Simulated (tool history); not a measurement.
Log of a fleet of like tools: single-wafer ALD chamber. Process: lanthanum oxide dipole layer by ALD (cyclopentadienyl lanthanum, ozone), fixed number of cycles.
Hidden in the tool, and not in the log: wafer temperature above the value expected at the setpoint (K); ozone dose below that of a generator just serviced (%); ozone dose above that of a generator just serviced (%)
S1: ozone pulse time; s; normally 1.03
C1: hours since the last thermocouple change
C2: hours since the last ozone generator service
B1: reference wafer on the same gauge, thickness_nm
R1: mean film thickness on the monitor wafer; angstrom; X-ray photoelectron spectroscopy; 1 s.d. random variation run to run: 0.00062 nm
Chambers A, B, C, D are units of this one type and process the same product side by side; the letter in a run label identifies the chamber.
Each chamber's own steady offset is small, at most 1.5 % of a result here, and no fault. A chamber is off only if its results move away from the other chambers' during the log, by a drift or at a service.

run    day    S1      C1      C2       B1      R1
 1A  0.267  1.03  1273.8   307.9  0.49608  4.9643
 2C  0.467  1.03   975.7   658.1  0.49614  5.1007
 3D  0.612  1.03     474   669.6  0.49617   5.013
 4B   0.75  1.03  1650.6    1089  0.49607  5.0495
 5A    0.9  1.03    1289   323.1  0.49614  4.9752
 6B  1.121  1.03  1659.5  1097.9  0.49625  5.0518
 7C  1.383  1.03   997.7   680.1  0.49642  5.0877
 8D  1.512  0.73   495.6   691.2   0.4966  4.4444
 9A   1.75  0.73  1309.4   343.5  0.49645  4.3508
10C  1.883  0.73  1009.7   692.1  0.49662  4.4897
11D  2.083  0.73   509.3   704.9  0.49667  4.4351
     2.104  -- chamber D: ozone generator serviced
12B  2.292  1.03  1687.6    1126  0.49666  5.0394
13A  2.562  1.03  1328.9     363  0.49672  4.9796
14D  2.717  0.69   524.5    14.8  0.49684  4.3447
15B  2.983  0.69  1704.2  1142.6  0.49694  4.3151
16C  3.158  0.69  1040.3   722.7   0.4969  4.3869
17D  3.371  0.69   540.2    30.5  0.49701  4.3339
18B  3.571  1.03  1718.3  1156.7  0.49684  5.0539
19C  3.712  1.03  1053.6     736  0.49711  5.0895
20A  3.946  1.03  1362.1   396.2  0.49735  4.9815
21C  4.117  1.03  1063.3   745.7  0.49741  5.1055
22B  4.371  1.03  1737.5  1175.9  0.49733  5.0572
23A  4.508  1.03  1375.6   409.7  0.49744  4.9841
24D  4.779  1.03     574    64.3  0.49733  5.0359
25B  4.967  1.03  1751.8  1190.2  0.49757  5.0679
26D  5.112  1.03     582    72.3  0.49743  5.0386
27C  5.292  1.03  1091.5   773.9  0.49765  5.1009
28A  5.517  0.82  1399.8   433.9  0.49766  4.5947
29C  5.733  0.82  1102.1   784.5  0.49759  4.7263
30A  5.892  0.82  1408.8   442.9  0.49766  4.6097
31B  6.138  0.82  1779.9  1218.3  0.49802  4.6649
32D  6.271  1.39   609.8   100.1  0.49776  5.4097
33C  6.471  1.39  1119.8   802.2  0.49791  5.4868
34D  6.675  1.39   619.5   109.8  0.49806  5.4066
35A  6.888  1.39  1432.7   466.8  0.49802  5.3724
36B  7.125  1.43  1803.6    1242  0.49815   5.477
37C  7.371  1.43  1141.4   823.8  0.49819  5.5211
38A  7.646  1.43  1450.9     485  0.49828  5.3875
39D  7.862  1.43     648   138.3  0.49836  5.4388
40B  8.017  1.03    1825  1263.4  0.49836   5.066
41B  8.179  1.03  1828.9  1267.3  0.49837  5.0658

Decide between three cases: one chamber stands off from its peers, the gauge reading all wafers drifts, or nothing is wrong past each chamber's small offset. Where a chamber is off, say which and what most likely put it there.

Gauge drift. The chambers move together only on paper, and none stands off.
Likeliest cause: gauge reads high (%) = 0.502.
